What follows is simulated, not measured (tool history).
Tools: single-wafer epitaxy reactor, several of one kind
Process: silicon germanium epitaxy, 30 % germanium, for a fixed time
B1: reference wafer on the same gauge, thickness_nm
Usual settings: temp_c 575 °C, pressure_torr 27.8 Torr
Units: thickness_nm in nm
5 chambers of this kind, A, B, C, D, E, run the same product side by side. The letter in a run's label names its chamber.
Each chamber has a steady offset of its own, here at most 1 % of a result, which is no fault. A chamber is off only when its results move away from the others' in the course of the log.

run 1B hour=10.1 | temp_c=575 pressure_torr=27.8 | B1=42.707 | thickness_nm=42.152
run 2C hour=21.7 | temp_c=575 pressure_torr=27.8 | B1=42.691 | thickness_nm=42.014
run 3E hour=35.2 | temp_c=575 pressure_torr=27.8 | B1=42.66 | thickness_nm=42.507
run 4A hour=44.9 | temp_c=575 pressure_torr=27.8 | B1=42.746 | thickness_nm=42.118
run 5D hour=58.1 | temp_c=575 pressure_torr=27.8 | B1=42.711 | thickness_nm=42.17
run 6A hour=65.8 | temp_c=575 pressure_torr=27.8 | B1=42.665 | thickness_nm=41.921
run 7C hour=78.5 | temp_c=575 pressure_torr=27.8 | B1=42.681 | thickness_nm=42.011
run 8E hour=87.6 | temp_c=575 pressure_torr=27.8 | B1=42.717 | thickness_nm=41.818
run 9D hour=94.2 | temp_c=575 pressure_torr=27.8 | B1=42.723 | thickness_nm=41.883
run 10B hour=103.4 | temp_c=575 pressure_torr=27.8 | B1=42.72 | thickness_nm=42.299
run 11B hour=115 | temp_c=575 pressure_torr=27.8 | B1=42.704 | thickness_nm=42.18
run 12A hour=125.5 | temp_c=575 pressure_torr=27.8 | B1=42.676 | thickness_nm=42.121
run 13E hour=131.7 | temp_c=575 pressure_torr=34.5 | B1=42.705 | thickness_nm=45.748
run 14C hour=141.5 | temp_c=575 pressure_torr=34.5 | B1=42.732 | thickness_nm=46.119
run 15D hour=155 | temp_c=575 pressure_torr=34.5 | B1=42.696 | thickness_nm=45.674
run 16A hour=168.2 | temp_c=575 pressure_torr=34.5 | B1=42.647 | thickness_nm=45.671
run 17B hour=178.4 | temp_c=575 pressure_torr=34.5 | B1=42.684 | thickness_nm=46.464
run 18D hour=186.1 | temp_c=575 pressure_torr=27.8 | B1=42.715 | thickness_nm=41.735
run 19E hour=198.6 | temp_c=575 pressure_torr=27.8 | B1=42.743 | thickness_nm=41.97
run 20C hour=205.8 | temp_c=575 pressure_torr=27.8 | B1=42.72 | thickness_nm=41.648
run 21D hour=218.1 | temp_c=575 pressure_torr=27.8 | B1=42.65 | thickness_nm=42.043
run 22C hour=225.8 | temp_c=575 pressure_torr=27.8 | B1=42.716 | thickness_nm=41.832
-- hour=228.4 chamber B: pyrometer calibrated
run 23A hour=239.2 | temp_c=575 pressure_torr=27.8 | B1=42.682 | thickness_nm=42.025
run 24E hour=249.2 | temp_c=575 pressure_torr=27.8 | B1=42.728 | thickness_nm=42.129
run 25B hour=257.2 | temp_c=588 pressure_torr=27.8 | B1=42.75 | thickness_nm=57.127
run 26C hour=265.7 | temp_c=588 pressure_torr=27.8 | B1=42.741 | thickness_nm=53.231
run 27E hour=277.3 | temp_c=588 pressure_torr=27.8 | B1=42.69 | thickness_nm=54.243
run 28B hour=288.6 | temp_c=588 pressure_torr=27.8 | B1=42.687 | thickness_nm=56.386
run 29D hour=302.3 | temp_c=588 pressure_torr=27.8 | B1=42.703 | thickness_nm=53.434
run 30A hour=315.6 | temp_c=575 pressure_torr=27.8 | B1=42.703 | thickness_nm=41.67
run 31E hour=326.2 | temp_c=575 pressure_torr=27.8 | B1=42.715 | thickness_nm=42.094
run 32D hour=334.5 | temp_c=575 pressure_torr=27.8 | B1=42.731 | thickness_nm=41.84
run 33A hour=348.3 | temp_c=575 pressure_torr=27.8 | B1=42.676 | thickness_nm=41.969
run 34C hour=355.9 | temp_c=575 pressure_torr=27.8 | B1=42.746 | thickness_nm=42.067
run 35B hour=367.8 | temp_c=575 pressure_torr=27.8 | B1=42.71 | thickness_nm=44.34
run 36A hour=379.8 | temp_c=575 pressure_torr=27.8 | B1=42.733 | thickness_nm=41.901
run 37C hour=386.8 | temp_c=575 pressure_torr=27.8 | B1=42.672 | thickness_nm=41.998

Is one chamber off against the others, does the gauge drift, or is nothing wrong? If a chamber is off, say which, and what the likeliest cause is.

A service left chamber B off against the others.
Cause: wafer temperature above the value expected at the setpoint (K) = 2.72.

Here are 4 candidates for chamber B's next run, each the usual settings with a change, their results left as question marks. Which one brings its results back in line with what the others give on the usual settings?
In line means no further than this from the other chambers' mean on the usual settings: thickness_nm 0.68 nm
run 38B-1 hour=396.8 | temp_c=575 pressure_torr=31.9 | thickness_nm=?
run 38B-2 hour=396.8 | temp_c=579 pressure_torr=28.5 | thickness_nm=?
run 38B-3 hour=396.8 | temp_c=575 pressure_torr=23.7 | thickness_nm=?
run 38B-4 hour=396.8 | temp_c=571 pressure_torr=27.1 | thickness_nm=?

The other chambers' mean on the usual settings: thickness_nm 41.939 nm
run=38B-1 thickness_nm=47.05
run=38B-2 thickness_nm=48.513
run=38B-3 thickness_nm=41.808
run=38B-4 thickness_nm=40.862
38B-3 brings the chamber back in line.
